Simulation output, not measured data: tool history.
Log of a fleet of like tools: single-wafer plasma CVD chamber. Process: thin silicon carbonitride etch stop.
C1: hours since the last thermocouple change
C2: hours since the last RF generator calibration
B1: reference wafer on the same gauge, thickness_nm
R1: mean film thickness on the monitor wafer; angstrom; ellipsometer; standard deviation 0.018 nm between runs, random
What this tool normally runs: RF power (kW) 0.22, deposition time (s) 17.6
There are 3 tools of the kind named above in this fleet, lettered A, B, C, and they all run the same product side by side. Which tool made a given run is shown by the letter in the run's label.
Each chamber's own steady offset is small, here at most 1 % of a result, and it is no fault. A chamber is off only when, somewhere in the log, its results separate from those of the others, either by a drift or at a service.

{"run": "1C", "hour": 5.8, "RF power (kW)": 0.22, "deposition time (s)": 17.6, "C1": 2354.9, "C2": 53.6, "B1": 11.602, "R1": 103.92}
{"run": "2B", "hour": 10.9, "RF power (kW)": 0.22, "deposition time (s)": 17.6, "C1": 1641.1, "C2": 331.2, "B1": 11.601, "R1": 103.51}
{"run": "3A", "hour": 14.4, "RF power (kW)": 0.22, "deposition time (s)": 17.6, "C1": 2747.7, "C2": 16, "B1": 11.606, "R1": 103.28}
{"run": "4C", "hour": 20.9, "RF power (kW)": 0.22, "deposition time (s)": 17.6, "C1": 2370, "C2": 68.7, "B1": 11.613, "R1": 104.15}
{"run": "5A", "hour": 26.3, "RF power (kW)": 0.22, "deposition time (s)": 17.6, "C1": 2759.6, "C2": 27.9, "B1": 11.613, "R1": 103.39}
{"run": "6B", "hour": 30.4, "RF power (kW)": 0.22, "deposition time (s)": 17.6, "C1": 1660.6, "C2": 350.7, "B1": 11.613, "R1": 103.58}
{"run": "7A", "hour": 36.9, "RF power (kW)": 0.19, "deposition time (s)": 17.6, "C1": 2770.2, "C2": 38.5, "B1": 11.612, "R1": 98.81}
{"run": "8C", "hour": 42.9, "RF power (kW)": 0.19, "deposition time (s)": 17.6, "C1": 2392, "C2": 90.7, "B1": 11.619, "R1": 99.572}
{"run": "9B", "hour": 49.2, "RF power (kW)": 0.19, "deposition time (s)": 17.6, "C1": 1679.4, "C2": 369.5, "B1": 11.614, "R1": 99.633}
{"run": "10C", "hour": 53.2, "RF power (kW)": 0.26, "deposition time (s)": 19.9, "C1": 2402.3, "C2": 101, "B1": 11.623, "R1": 123.59}
{"run": "11B", "hour": 59.0, "RF power (kW)": 0.26, "deposition time (s)": 19.9, "C1": 1689.2, "C2": 379.3, "B1": 11.622, "R1": 123.31}
{"run": "12A", "hour": 64.6, "RF power (kW)": 0.26, "deposition time (s)": 19.9, "C1": 2797.9, "C2": 66.2, "B1": 11.622, "R1": 123.23}
{"run": "13A", "hour": 67.9, "RF power (kW)": 0.22, "deposition time (s)": 17.6, "C1": 2801.2, "C2": 69.5, "B1": 11.627, "R1": 103.41}
{"run": "14B", "hour": 72.6, "RF power (kW)": 0.22, "deposition time (s)": 19.2, "C1": 1702.8, "C2": 392.9, "B1": 11.622, "R1": 113.26}
{"run": "15C", "hour": 79.3, "RF power (kW)": 0.22, "deposition time (s)": 19.2, "C1": 2428.4, "C2": 127.1, "B1": 11.633, "R1": 113.4}
{"run": "16B", "hour": 84.6, "RF power (kW)": 0.22, "deposition time (s)": 19.2, "C1": 1714.8, "C2": 404.9, "B1": 11.626, "R1": 113.24}
{"run": "17C", "hour": 88.7, "RF power (kW)": 0.22, "deposition time (s)": 17.6, "C1": 2437.8, "C2": 136.5, "B1": 11.637, "R1": 103.95}
{"run": "18A", "hour": 93.0, "RF power (kW)": 0.22, "deposition time (s)": 17.6, "C1": 2826.3, "C2": 94.6, "B1": 11.638, "R1": 103.58}
{"run": "19C", "hour": 96.4, "RF power (kW)": 0.22, "deposition time (s)": 17.6, "C1": 2445.5, "C2": 144.2, "B1": 11.636, "R1": 104.37}
{"run": "20B", "hour": 99.9, "RF power (kW)": 0.22, "deposition time (s)": 17.6, "C1": 1730.1, "C2": 420.2, "B1": 11.636, "R1": 103.79}
{"run": "21A", "hour": 106.4, "RF power (kW)": 0.22, "deposition time (s)": 17.6, "C1": 2839.7, "C2": 108, "B1": 11.646, "R1": 103.83}
{"run": "22A", "hour": 113.1, "RF power (kW)": 0.22, "deposition time (s)": 17.6, "C1": 2846.4, "C2": 114.7, "B1": 11.646, "R1": 103.23}
{"run": "23C", "hour": 118.8, "RF power (kW)": 0.22, "deposition time (s)": 17.6, "C1": 2467.9, "C2": 166.6, "B1": 11.644, "R1": 104.41}
{"run": "24B", "hour": 123.2, "RF power (kW)": 0.22, "deposition time (s)": 17.6, "C1": 1753.4, "C2": 443.5, "B1": 11.646, "R1": 103.96}
{"run": "25A", "hour": 127.2, "RF power (kW)": 0.22, "deposition time (s)": 17.6, "C1": 2860.5, "C2": 128.8, "B1": 11.651, "R1": 103.73}
{"run": "26C", "hour": 134.3, "RF power (kW)": 0.22, "deposition time (s)": 17.6, "C1": 2483.4, "C2": 182.1, "B1": 11.651, "R1": 104.28}
{"run": "27B", "hour": 141.0, "RF power (kW)": 0.22, "deposition time (s)": 17.6, "C1": 1771.2, "C2": 461.3, "B1": 11.656, "R1": 104.43}
{"run": "28B", "hour": 144.6, "RF power (kW)": 0.22, "deposition time (s)": 17.6, "C1": 1774.8, "C2": 464.9, "B1": 11.658, "R1": 104.05}
{"run": "29C", "hour": 147.9, "RF power (kW)": 0.22, "deposition time (s)": 17.6, "C1": 2497, "C2": 195.7, "B1": 11.661, "R1": 104.53}
{"run": "30A", "hour": 151.3, "RF power (kW)": 0.19, "deposition time (s)": 17.6, "C1": 2884.6, "C2": 152.9, "B1": 11.662, "R1": 99.216}
{"run": "31B", "hour": 157.9, "RF power (kW)": 0.19, "deposition time (s)": 17.6, "C1": 1788.1, "C2": 478.2, "B1": 11.663, "R1": 99.527}
{"run": "32A", "hour": 164.4, "RF power (kW)": 0.19, "deposition time (s)": 17.6, "C1": 2897.7, "C2": 166, "B1": 11.661, "R1": 98.889}
{"run": "33C", "hour": 170.8, "RF power (kW)": 0.22, "deposition time (s)": 17.6, "C1": 2519.9, "C2": 218.6, "B1": 11.668, "R1": 104.28}
{"run": "34C", "hour": 174.6, "RF power (kW)": 0.22, "deposition time (s)": 17.6, "C1": 2523.7, "C2": 222.4, "B1": 11.67, "R1": 104.31}
{"run": "35B", "hour": 180.5, "RF power (kW)": 0.18, "deposition time (s)": 14.4, "C1": 1810.7, "C2": 500.8, "B1": 11.671, "R1": 80.184}
{"run": "36A", "hour": 186.0, "RF power (kW)": 0.18, "deposition time (s)": 14.4, "C1": 2919.3, "C2": 187.6, "B1": 11.673, "R1": 79.819}
{"run": "37C", "hour": 191.0, "RF power (kW)": 0.18, "deposition time (s)": 14.4, "C1": 2540.1, "C2": 238.8, "B1": 11.673, "R1": 80.783}
{"run": "38A", "hour": 196.9, "RF power (kW)": 0.22, "deposition time (s)": 17.6, "C1": 2930.2, "C2": 198.5, "B1": 11.68, "R1": 103.88}
{"run": "39B", "hour": 203.5, "RF power (kW)": 0.22, "deposition time (s)": 17.6, "C1": 1833.7, "C2": 523.8, "B1": 11.677, "R1": 104.05}

Does one chamber stand apart from the rest, does the shared gauge drift, or is all well apart from small per-chamber offsets? Give the chamber and the most likely cause, where there is one.

Every chamber seems to shift together because the gauge that measures them all drifts; the chambers themselves are fine.
Cause: gauge reads high (%) = 0.715.
